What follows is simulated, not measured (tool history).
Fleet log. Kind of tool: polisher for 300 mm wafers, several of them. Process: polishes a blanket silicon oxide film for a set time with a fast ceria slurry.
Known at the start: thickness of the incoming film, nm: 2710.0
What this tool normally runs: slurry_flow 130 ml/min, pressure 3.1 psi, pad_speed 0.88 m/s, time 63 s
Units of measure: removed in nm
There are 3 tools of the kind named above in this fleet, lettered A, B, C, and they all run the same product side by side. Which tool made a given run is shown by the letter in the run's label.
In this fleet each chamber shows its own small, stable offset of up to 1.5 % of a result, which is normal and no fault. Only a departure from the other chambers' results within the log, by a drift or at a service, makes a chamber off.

run,hour,slurry_flow,pressure,pad_speed,time,wafers polished on this pad,hours since the slurry nozzle was cleaned,hours since the head pressure was calibrated,removed
# hour 4.1: chamber B: worn pad replaced by a new one
1B,4.1,130,3.1,0.88,63,0,5.5,443,1087.7
2A,8,130,3.1,0.88,63,266,336.8,442.3,1085.7
3C,12.4,130,3.1,0.88,63,1033,383.1,22.3,1089.5
4C,17.8,130,3.1,0.88,63,1076,388.5,27.7,1092.4
5B,22.5,130,3.1,0.88,63,147,23.9,461.4,1096
6A,26,130,3.1,0.88,63,410,354.8,460.3,1067.7
# hour 26.4: chamber C: worn pad replaced by a new one
7B,29.1,130,3.1,0.88,63,200,30.5,468,1077.2
8C,35.8,130,3.1,0.88,63,75,406.5,45.7,1089.3
9A,42.3,130,3.1,0.88,63,540,371.1,476.6,1075.6
10C,45.5,155,3.1,0.88,63,152,416.2,55.4,1110.1
11A,50,155,3.1,0.88,63,602,378.8,484.3,1108.4
12B,54.3,155,3.1,0.88,63,401,55.7,493.2,1119.6
13A,59.4,130,3.1,0.88,63,677,388.2,493.7,1080.1
14C,65.5,130,3.1,0.88,63,312,436.2,75.4,1087
# hour 67: chamber A: worn pad replaced by a new one
# hour 68.3: chamber B: head pressure recalibrated
15B,70.7,145,3.1,0.88,76,532,72.1,2.5,1461.8
16A,76.4,145,3.1,0.88,76,75,405.2,510.7,1334
17B,83.3,145,3.1,0.88,76,633,84.7,15.1,1471.2
18C,90.2,130,3.1,0.88,63,510,460.9,100.1,1082.3
19B,95.5,130,3.1,0.88,63,730,96.9,27.3,1184.1
# hour 96.5: chamber B: worn pad replaced by a new one
20A,98.6,130,3.1,0.88,63,252,427.4,532.9,1087.4
21C,102.6,165,3.1,0.88,63,609,473.3,112.5,1135.7
# hour 104.6: chamber A: slurry nozzle cleaned
22B,109.2,165,3.1,0.88,63,101,110.6,41,1265.4
23C,113.8,165,3.1,0.88,63,698,484.5,123.7,1125.3
24A,117.2,130,3.1,0.88,63,401,12.6,551.5,1083
25C,120.5,130,3.1,0.88,63,752,491.2,130.4,1085.9
26A,124.2,130,3.1,0.88,63,457,19.6,558.5,1083
27B,129.1,130,2.5,0.88,63,260,130.5,60.9,956.64
28C,135.8,130,2.5,0.88,63,874,506.5,145.7,874.65
29A,139,130,2.5,0.88,63,575,34.4,573.3,891.34
30B,143.9,130,3.1,0.88,63,378,145.3,75.7,1221.7
31A,149.3,145,3.1,0.88,63,658,44.7,583.6,1113.8

Next, every chamber runs the same settings. What will each give?
32A,154.2,130,3.1,0.88,71,,,,?
32B,154.2,130,3.1,0.88,71,,,,?
32C,154.2,130,3.1,0.88,71,,,,?

run,removed
32A,1228.7
32B,1332.4
32C,1223.3
